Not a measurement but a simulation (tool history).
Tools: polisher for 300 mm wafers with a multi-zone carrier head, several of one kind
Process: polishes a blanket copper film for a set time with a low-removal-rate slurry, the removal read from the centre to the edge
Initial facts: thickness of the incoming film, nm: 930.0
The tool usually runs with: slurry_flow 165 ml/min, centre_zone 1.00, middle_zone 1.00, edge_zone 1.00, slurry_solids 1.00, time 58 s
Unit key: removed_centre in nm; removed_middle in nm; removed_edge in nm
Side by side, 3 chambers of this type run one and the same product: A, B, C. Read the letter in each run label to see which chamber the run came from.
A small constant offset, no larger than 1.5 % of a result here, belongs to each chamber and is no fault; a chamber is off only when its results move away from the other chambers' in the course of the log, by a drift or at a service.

| run | hour | slurry_flow | centre_zone | middle_zone | edge_zone | slurry_solids | time | wafers polished on this pad | hours since the slurry nozzle was cleaned | hours since the centre zone pressure was calibrated | hours since the edge zone pressure was calibrated | removed_centre | removed_middle | removed_edge |
|---|---|---|---|---|---|---|---|---|---|---|---|---|---|---|
| 1C | 12.9 | 165 | 1.00 | 1.00 | 1.00 | 1.00 | 58 | 1046 | 560.4 | 648.7 | 1015.6 | 189.20 | 186.82 | 189.47 |
|  | 14.4 | chamber C: worn pad replaced by a new one |
| 2B | 19.6 | 165 | 1.00 | 1.00 | 1.00 | 1.00 | 58 | 747 | 67.0 | 289.2 | 855.4 | 184.93 | 182.92 | 185.86 |
| 3A | 31.6 | 165 | 1.00 | 1.00 | 1.00 | 1.00 | 58 | 697 | 456.9 | 254.1 | 831.8 | 186.79 | 186.67 | 185.00 |
| 4A | 40.2 | 165 | 1.00 | 1.00 | 1.00 | 1.00 | 58 | 782 | 465.5 | 262.7 | 840.4 | 186.89 | 183.24 | 184.40 |
| 5B | 48.7 | 165 | 1.00 | 1.00 | 1.00 | 1.00 | 58 | 1033 | 96.1 | 318.3 | 884.5 | 186.38 | 185.11 | 183.01 |
| 6C | 59.0 | 165 | 1.00 | 1.00 | 1.00 | 1.00 | 58 | 439 | 606.5 | 694.8 | 1061.7 | 185.88 | 186.48 | 186.40 |
|  | 63.5 | chamber C: edge zone pressure recalibrated |
|  | 64.9 | chamber A: worn pad replaced by a new one |
|  | 65.8 | chamber C: slurry nozzle cleaned |
|  | 69.2 | chamber B: worn pad replaced by a new one |
| 7C | 71.7 | 165 | 1.00 | 1.00 | 1.00 | 1.00 | 58 | 564 | 6.0 | 707.5 | 8.2 | 182.40 | 189.44 | 188.54 |
| 8A | 85.9 | 165 | 1.00 | 1.00 | 1.00 | 1.00 | 58 | 207 | 511.2 | 308.4 | 886.1 | 186.19 | 187.24 | 184.50 |
| 9B | 95.7 | 165 | 1.00 | 1.00 | 1.00 | 1.00 | 58 | 260 | 143.1 | 365.3 | 931.5 | 184.15 | 185.22 | 184.97 |
| 10C | 107.6 | 165 | 1.00 | 1.00 | 1.00 | 1.00 | 58 | 917 | 41.9 | 743.4 | 44.1 | 186.00 | 188.55 | 182.87 |
| 11A | 114.7 | 165 | 1.00 | 1.00 | 1.00 | 1.00 | 58 | 490 | 540.0 | 337.2 | 914.9 | 185.91 | 185.75 | 188.94 |
|  | 127.5 | chamber C: worn pad replaced by a new one |
| 12B | 129.7 | 195 | 1.00 | 1.00 | 0.90 | 1.00 | 58 | 595 | 177.1 | 399.3 | 965.5 | 191.56 | 192.24 | 180.79 |
|  | 137.8 | chamber A: edge zone pressure recalibrated |
| 13C | 143.8 | 195 | 1.00 | 1.00 | 0.90 | 1.00 | 58 | 160 | 78.1 | 779.6 | 80.3 | 190.02 | 189.73 | 180.54 |
| 14B | 153.8 | 195 | 1.00 | 1.00 | 0.90 | 1.00 | 58 | 832 | 201.2 | 423.4 | 989.6 | 188.18 | 189.11 | 177.79 |
|  | 154.4 | chamber A: worn pad replaced by a new one |
| 15A | 160.5 | 165 | 1.00 | 1.00 | 1.00 | 1.00 | 58 | 60 | 585.8 | 383.0 | 22.7 | 182.74 | 182.62 | 187.29 |
| 16A | 173.4 | 165 | 1.00 | 1.00 | 1.00 | 1.00 | 58 | 187 | 598.7 | 395.9 | 35.6 | 181.02 | 182.02 | 181.07 |
| 17C | 180.3 | 165 | 1.00 | 1.00 | 1.00 | 1.00 | 58 | 519 | 114.6 | 816.1 | 116.8 | 184.80 | 187.58 | 190.11 |
|  | 185.6 | chamber B: worn pad replaced by a new one |
| 18B | 187.6 | 165 | 1.00 | 1.06 | 0.90 | 1.00 | 58 | 20 | 235.0 | 457.2 | 1023.4 | 184.75 | 196.91 | 172.61 |
| 19C | 194.9 | 165 | 1.00 | 1.06 | 0.90 | 1.00 | 58 | 663 | 129.2 | 830.7 | 131.4 | 185.04 | 196.34 | 177.89 |
| 20B | 201.7 | 165 | 1.00 | 1.06 | 0.90 | 1.00 | 58 | 159 | 249.1 | 471.3 | 1037.5 | 182.19 | 194.84 | 175.86 |
| 21A | 212.7 | 165 | 1.00 | 1.00 | 1.00 | 1.00 | 58 | 573 | 638.0 | 435.2 | 74.9 | 179.09 | 180.02 | 180.65 |
| 22C | 223.4 | 165 | 0.91 | 1.00 | 1.00 | 0.90 | 58 | 943 | 157.7 | 859.2 | 159.9 | 162.56 | 185.95 | 182.30 |
| 23B | 234.6 | 165 | 0.91 | 1.00 | 1.00 | 0.90 | 58 | 482 | 282.0 | 504.2 | 1070.4 | 163.36 | 179.85 | 180.90 |
|  | 241.8 | chamber A: worn pad replaced by a new one |
| 24A | 243.3 | 165 | 0.91 | 1.00 | 1.00 | 0.90 | 58 | 14 | 668.6 | 465.8 | 105.5 | 154.84 | 175.78 | 181.70 |
|  | 245.7 | chamber C: worn pad replaced by a new one |
| 25A | 258.4 | 165 | 0.95 | 1.00 | 1.06 | 1.00 | 58 | 163 | 683.7 | 480.9 | 120.6 | 169.19 | 178.62 | 187.26 |
|  | 262.9 | chamber B: edge zone pressure recalibrated |
| 26C | 265.5 | 165 | 0.95 | 1.00 | 1.06 | 1.00 | 58 | 195 | 199.8 | 901.3 | 202.0 | 174.86 | 185.46 | 190.93 |
| 27B | 275.0 | 165 | 0.95 | 1.00 | 1.06 | 1.00 | 58 | 880 | 322.4 | 544.6 | 12.2 | 173.80 | 185.84 | 189.56 |
| 28A | 286.4 | 165 | 1.00 | 0.95 | 1.00 | 1.25 | 58 | 438 | 711.7 | 508.9 | 148.6 | 184.12 | 179.42 | 188.61 |
|  | 294.8 | chamber B: worn pad replaced by a new one |
| 29C | 296.8 | 165 | 1.00 | 0.95 | 1.00 | 1.25 | 58 | 503 | 231.1 | 932.6 | 233.3 | 196.32 | 184.64 | 198.29 |
|  | 299.8 | chamber C: centre zone pressure recalibrated |
| 30B | 304.4 | 165 | 1.00 | 0.95 | 1.00 | 1.25 | 58 | 95 | 351.8 | 574.0 | 41.6 | 195.71 | 185.05 | 188.80 |
| 31B | 319.4 | 165 | 1.00 | 1.00 | 1.00 | 1.00 | 58 | 242 | 366.8 | 589.0 | 56.6 | 186.37 | 188.47 | 187.25 |
| 32C | 333.0 | 165 | 1.00 | 1.00 | 1.00 | 1.00 | 58 | 859 | 267.3 | 33.3 | 269.5 | 186.09 | 185.45 | 187.02 |

Each of the 3 chambers runs these same settings next. Fill in every chamber's results:
| 33A | 343.8 | 165 | 1.00 | 1.00 | 1.00 | 1.00 | 58 |  |  |  |  | ? | ? | ? |
| 33B | 343.8 | 165 | 1.00 | 1.00 | 1.00 | 1.00 | 58 |  |  |  |  | ? | ? | ? |
| 33C | 343.8 | 165 | 1.00 | 1.00 | 1.00 | 1.00 | 58 |  |  |  |  | ? | ? | ? |

| run | removed_centre | removed_middle | removed_edge |
|---|---|---|---|
| 33A | 171.65 | 174.40 | 174.37 |
| 33B | 184.06 | 184.97 | 182.65 |
| 33C | 187.09 | 186.42 | 192.63 |

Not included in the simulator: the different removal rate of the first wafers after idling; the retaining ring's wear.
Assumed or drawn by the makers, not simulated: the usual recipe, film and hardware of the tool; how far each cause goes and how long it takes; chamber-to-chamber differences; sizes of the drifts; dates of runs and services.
